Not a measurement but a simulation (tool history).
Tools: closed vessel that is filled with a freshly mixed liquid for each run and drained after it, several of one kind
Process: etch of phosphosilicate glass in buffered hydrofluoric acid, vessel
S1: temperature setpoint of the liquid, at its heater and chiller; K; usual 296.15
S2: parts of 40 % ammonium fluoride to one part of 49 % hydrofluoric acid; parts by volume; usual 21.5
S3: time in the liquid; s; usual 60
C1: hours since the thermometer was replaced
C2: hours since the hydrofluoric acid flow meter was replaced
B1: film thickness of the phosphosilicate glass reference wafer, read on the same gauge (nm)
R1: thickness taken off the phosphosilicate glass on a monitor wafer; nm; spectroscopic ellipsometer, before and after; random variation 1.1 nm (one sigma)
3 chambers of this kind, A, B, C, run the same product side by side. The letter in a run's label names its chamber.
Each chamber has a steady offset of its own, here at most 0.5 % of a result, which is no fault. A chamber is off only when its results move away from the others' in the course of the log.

Run 1C, hour 12.6: usual settings; C1 659.5; C2 1383.4; B1 49.983. Result: R1 120.18 nm.
Run 2A, hour 24: usual settings; C1 1163.5; C2 307.5; B1 49.977. Result: R1 118.36 nm.
Run 3B, hour 30: usual settings; C1 732.4; C2 232.4; B1 49.967. Result: R1 119.59 nm.
At hour 34.6: chamber A: thermometer replaced.
Run 4B, hour 38.8: usual settings; C1 741.2; C2 241.2; B1 50.016. Result: R1 120.52 nm.
Run 5C, hour 50.6: usual settings; C1 697.5; C2 1421.4; B1 49.988. Result: R1 117.9 nm.
Run 6A, hour 62.6: usual settings; C1 28.1; C2 346.1; B1 50.036. Result: R1 118.61 nm.
Run 7B, hour 71.1: usual settings; C1 773.5; C2 273.5; B1 50.016. Result: R1 119.93 nm.
Run 8C, hour 81.4: usual settings; C1 728.3; C2 1452.2; B1 49.965. Result: R1 114.94 nm.
Run 9A, hour 87.8: usual settings; C1 53.3; C2 371.3; B1 50.014. Result: R1 119.39 nm.
Run 10A, hour 96.5: usual settings; C1 62; C2 380; B1 50.001. Result: R1 120 nm.
Run 11C, hour 105.4: usual settings; C1 752.3; C2 1476.2; B1 50.03. Result: R1 113.62 nm.
Run 12B, hour 116.4: usual settings; C1 818.8; C2 318.8; B1 49.97. Result: R1 118.09 nm.
Run 13C, hour 127.4: usual settings; C1 774.3; C2 1498.2; B1 49.984. Result: R1 113.43 nm.
Run 14B, hour 133.6: usual settings; C1 836; C2 336; B1 50.009. Result: R1 117.49 nm.
Run 15A, hour 144.7: usual settings; C1 110.2; C2 428.2; B1 50.004. Result: R1 118.58 nm.
Run 16A, hour 156.2: usual settings but S2 29.5 parts by volume, S3 45 s; C1 121.7; C2 439.7; B1 49.975. Result: R1 72.991 nm.
Run 17C, hour 163.8: usual settings but S2 29.5 parts by volume, S3 45 s; C1 810.7; C2 1534.6; B1 50.027. Result: R1 65.884 nm.
Run 18B, hour 175.5: usual settings but S2 29.5 parts by volume, S3 45 s; C1 877.9; C2 377.9; B1 49.987. Result: R1 71.857 nm.
Run 19B, hour 183.1: usual settings; C1 885.5; C2 385.5; B1 50.007. Result: R1 118.71 nm.
Run 20A, hour 193: usual settings; C1 158.5; C2 476.5; B1 49.987. Result: R1 119 nm.
Run 21C, hour 200.5: usual settings; C1 847.4; C2 1571.3; B1 49.944. Result: R1 105.96 nm.
Run 22A, hour 206.5: usual settings; C1 172; C2 490; B1 50.034. Result: R1 120.28 nm.
Run 23C, hour 214.6: usual settings; C1 861.5; C2 1585.4; B1 50.019. Result: R1 104.42 nm.
Run 24B, hour 221.5: usual settings; C1 923.9; C2 423.9; B1 49.981. Result: R1 119.18 nm.
Run 25C, hour 227.9: usual settings; C1 874.8; C2 1598.7; B1 49.936. Result: R1 106.19 nm.

Next, every chamber runs the same settings. What will each give?
Run 26A, hour 237.1: usual settings. Result: R1 ?.
Run 26B, hour 237.1: usual settings. Result: R1 ?.
Run 26C, hour 237.1: usual settings. Result: R1 ?.

run      R1
26A  118.86
26B  119.03
26C  103.62
